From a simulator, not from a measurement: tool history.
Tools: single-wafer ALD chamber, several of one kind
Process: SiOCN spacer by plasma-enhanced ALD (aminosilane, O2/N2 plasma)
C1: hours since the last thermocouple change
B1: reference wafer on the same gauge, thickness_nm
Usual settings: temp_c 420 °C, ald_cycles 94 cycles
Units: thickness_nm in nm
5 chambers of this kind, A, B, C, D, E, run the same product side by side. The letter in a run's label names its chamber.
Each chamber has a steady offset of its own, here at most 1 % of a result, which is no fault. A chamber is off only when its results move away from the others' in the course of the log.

run 1C hour=2.1 | temp_c=420 ald_cycles=94 | C1=937.6 | B1=4.5301 | thickness_nm=5.3324
run 2E hour=4.4 | temp_c=420 ald_cycles=94 | C1=328.8 | B1=4.5316 | thickness_nm=5.3524
run 3D hour=8.4 | temp_c=420 ald_cycles=94 | C1=432.4 | B1=4.5297 | thickness_nm=5.3566
run 4B hour=12.6 | temp_c=420 ald_cycles=94 | C1=1169.2 | B1=4.5292 | thickness_nm=5.3074
run 5A hour=15 | temp_c=420 ald_cycles=94 | C1=1988.3 | B1=4.5285 | thickness_nm=5.285
run 6A hour=17.1 | temp_c=420 ald_cycles=94 | C1=1990.4 | B1=4.5284 | thickness_nm=5.2834
run 7C hour=19.1 | temp_c=420 ald_cycles=94 | C1=954.6 | B1=4.5298 | thickness_nm=5.3251
run 8E hour=22 | temp_c=420 ald_cycles=94 | C1=346.4 | B1=4.5307 | thickness_nm=5.3406
run 9D hour=24.2 | temp_c=420 ald_cycles=94 | C1=448.2 | B1=4.5305 | thickness_nm=5.3854
run 10B hour=27.6 | temp_c=420 ald_cycles=94 | C1=1184.2 | B1=4.5311 | thickness_nm=5.327
run 11A hour=29.9 | temp_c=420 ald_cycles=86 | C1=2003.2 | B1=4.5298 | thickness_nm=4.8497
run 12C hour=33.2 | temp_c=420 ald_cycles=86 | C1=968.7 | B1=4.5299 | thickness_nm=4.8792
run 13B hour=37 | temp_c=420 ald_cycles=86 | C1=1193.6 | B1=4.5273 | thickness_nm=4.8622
run 14D hour=39.4 | temp_c=420 ald_cycles=86 | C1=463.4 | B1=4.5282 | thickness_nm=4.9297
run 15E hour=43.1 | temp_c=420 ald_cycles=86 | C1=367.5 | B1=4.5321 | thickness_nm=4.9062
run 16A hour=45.4 | temp_c=420 ald_cycles=94 | C1=2018.7 | B1=4.5321 | thickness_nm=5.3015
run 17C hour=49.8 | temp_c=420 ald_cycles=94 | C1=985.3 | B1=4.5293 | thickness_nm=5.3144
run 18D hour=52.6 | temp_c=420 ald_cycles=94 | C1=476.6 | B1=4.5292 | thickness_nm=5.3816
run 19E hour=55.4 | temp_c=420 ald_cycles=94 | C1=379.8 | B1=4.5331 | thickness_nm=5.3451
run 20B hour=57.5 | temp_c=420 ald_cycles=94 | C1=1214.1 | B1=4.5306 | thickness_nm=5.3024
run 21B hour=61.1 | temp_c=420 ald_cycles=94 | C1=1217.7 | B1=4.5312 | thickness_nm=5.3089
run 22D hour=63.6 | temp_c=420 ald_cycles=94 | C1=487.6 | B1=4.5294 | thickness_nm=5.3826
run 23E hour=67.3 | temp_c=420 ald_cycles=94 | C1=391.7 | B1=4.5285 | thickness_nm=5.3702
run 24C hour=70.9 | temp_c=420 ald_cycles=87 | C1=1006.4 | B1=4.5322 | thickness_nm=4.9043
run 25A hour=73.7 | temp_c=420 ald_cycles=87 | C1=2047 | B1=4.531 | thickness_nm=4.8797
run 26D hour=78 | temp_c=420 ald_cycles=87 | C1=502 | B1=4.5302 | thickness_nm=4.9901
run 27E hour=81.5 | temp_c=420 ald_cycles=87 | C1=405.9 | B1=4.5304 | thickness_nm=4.9701
run 28B hour=84.5 | temp_c=420 ald_cycles=87 | C1=1241.1 | B1=4.5292 | thickness_nm=4.9169
run 29A hour=86.4 | temp_c=420 ald_cycles=94 | C1=2059.7 | B1=4.5303 | thickness_nm=5.3061
run 30C hour=88.5 | temp_c=420 ald_cycles=94 | C1=1024 | B1=4.5306 | thickness_nm=5.2833
run 31B hour=91.3 | temp_c=420 ald_cycles=94 | C1=1247.9 | B1=4.528 | thickness_nm=5.2912
run 32C hour=93.4 | temp_c=420 ald_cycles=94 | C1=1028.9 | B1=4.5308 | thickness_nm=5.2802
run 33D hour=96.9 | temp_c=420 ald_cycles=94 | C1=520.9 | B1=4.5299 | thickness_nm=5.366
run 34E hour=99.8 | temp_c=420 ald_cycles=94 | C1=424.2 | B1=4.5295 | thickness_nm=5.3542
run 35A hour=103.7 | temp_c=420 ald_cycles=94 | C1=2077 | B1=4.5295 | thickness_nm=5.2992
run 36C hour=105.8 | temp_c=420 ald_cycles=94 | C1=1041.3 | B1=4.531 | thickness_nm=5.2806
run 37A hour=109.3 | temp_c=420 ald_cycles=94 | C1=2082.6 | B1=4.529 | thickness_nm=5.2611
run 38E hour=111.8 | temp_c=420 ald_cycles=94 | C1=436.2 | B1=4.5339 | thickness_nm=5.3557
run 39D hour=114.2 | temp_c=420 ald_cycles=94 | C1=538.2 | B1=4.5289 | thickness_nm=5.3721
run 40B hour=116.8 | temp_c=420 ald_cycles=94 | C1=1273.4 | B1=4.5277 | thickness_nm=5.3149
run 41E hour=120.7 | temp_c=420 ald_cycles=94 | C1=445.1 | B1=4.5297 | thickness_nm=5.3634
run 42C hour=123.8 | temp_c=420 ald_cycles=94 | C1=1059.3 | B1=4.5303 | thickness_nm=5.2549
run 43B hour=128.1 | temp_c=407 ald_cycles=94 | C1=1284.7 | B1=4.5325 | thickness_nm=5.5268
run 44D hour=132.2 | temp_c=407 ald_cycles=94 | C1=556.2 | B1=4.531 | thickness_nm=5.6131

Next, every chamber runs the same settings. What will each give?
run 45A hour=135.3 | temp_c=420 ald_cycles=94 | thickness_nm=?
run 45B hour=135.3 | temp_c=420 ald_cycles=94 | thickness_nm=?
run 45C hour=135.3 | temp_c=420 ald_cycles=94 | thickness_nm=?
run 45D hour=135.3 | temp_c=420 ald_cycles=94 | thickness_nm=?
run 45E hour=135.3 | temp_c=420 ald_cycles=94 | thickness_nm=?

run=45A thickness_nm=5.3044
run=45B thickness_nm=5.3086
run=45C thickness_nm=5.2632
run=45D thickness_nm=5.3777
run=45E thickness_nm=5.357
